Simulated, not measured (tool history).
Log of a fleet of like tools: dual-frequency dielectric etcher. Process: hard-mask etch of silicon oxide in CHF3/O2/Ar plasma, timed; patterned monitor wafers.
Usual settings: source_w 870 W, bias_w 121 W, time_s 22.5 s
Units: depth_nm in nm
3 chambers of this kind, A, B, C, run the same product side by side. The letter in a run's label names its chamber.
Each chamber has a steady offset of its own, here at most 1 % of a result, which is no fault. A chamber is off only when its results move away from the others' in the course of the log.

| run | hour | source_w | bias_w | time_s | read-back reference wafer on the same gauge, depth_nm | depth_nm |
|---|---|---|---|---|---|---|
| 1B | 7.3 | 870 | 121 | 22.5 | 52.384 | 45.203 |
| 2A | 17.3 | 870 | 121 | 22.5 | 52.374 | 45.675 |
| 3C | 25.7 | 870 | 121 | 22.5 | 52.347 | 44.965 |
| 4B | 34.3 | 870 | 121 | 22.5 | 52.349 | 45.007 |
| 5A | 43.2 | 870 | 136 | 22.5 | 52.333 | 47.317 |
| 6C | 51.6 | 870 | 136 | 22.5 | 52.341 | 46.531 |
| 7A | 60 | 870 | 136 | 22.5 | 52.318 | 47.243 |
| 8B | 67.4 | 870 | 121 | 22.5 | 52.289 | 44.97 |
| 9C | 80.4 | 1050 | 121 | 18 | 52.305 | 38.555 |
| 10A | 89.8 | 1050 | 121 | 18 | 52.279 | 39.271 |
|  | 103.7 | chamber B: bias power generator calibrated |
| 11C | 103.7 | 1050 | 121 | 18 | 52.273 | 38.554 |
| 12B | 112.3 | 870 | 121 | 22.5 | 52.229 | 45.014 |
|  | 125.2 | chamber B: wet clean of the chamber |
| 13C | 126.3 | 870 | 121 | 22.5 | 52.22 | 44.857 |
|  | 130.5 | chamber A: wet clean of the chamber |
| 14B | 136.8 | 870 | 121 | 22.5 | 52.212 | 44.994 |
| 15A | 150.5 | 870 | 121 | 22.5 | 52.198 | 45.463 |
| 16C | 163.2 | 870 | 121 | 22.5 | 52.158 | 44.839 |
| 17B | 170.2 | 870 | 121 | 22.5 | 52.172 | 45.014 |
| 18A | 182 | 870 | 121 | 22.5 | 52.146 | 45.443 |
|  | 184.3 | chamber C: bias power generator calibrated |
| 19C | 192.6 | 870 | 121 | 22.5 | 52.142 | 44.645 |
| 20A | 199.6 | 870 | 121 | 22.5 | 52.131 | 45.487 |
| 21B | 212.3 | 870 | 121 | 22.5 | 52.116 | 45.038 |
| 22C | 222.7 | 870 | 121 | 22.5 | 52.094 | 44.605 |

All 3 chambers run these settings next. Forecast each chamber's results:
| 23A | 232.8 | 870 | 121 | 22.5 |  | ? |
| 23B | 232.8 | 870 | 121 | 22.5 |  | ? |
| 23C | 232.8 | 870 | 121 | 22.5 |  | ? |

| run | depth_nm |
|---|---|
| 23A | 45.426 |
| 23B | 44.967 |
| 23C | 44.603 |

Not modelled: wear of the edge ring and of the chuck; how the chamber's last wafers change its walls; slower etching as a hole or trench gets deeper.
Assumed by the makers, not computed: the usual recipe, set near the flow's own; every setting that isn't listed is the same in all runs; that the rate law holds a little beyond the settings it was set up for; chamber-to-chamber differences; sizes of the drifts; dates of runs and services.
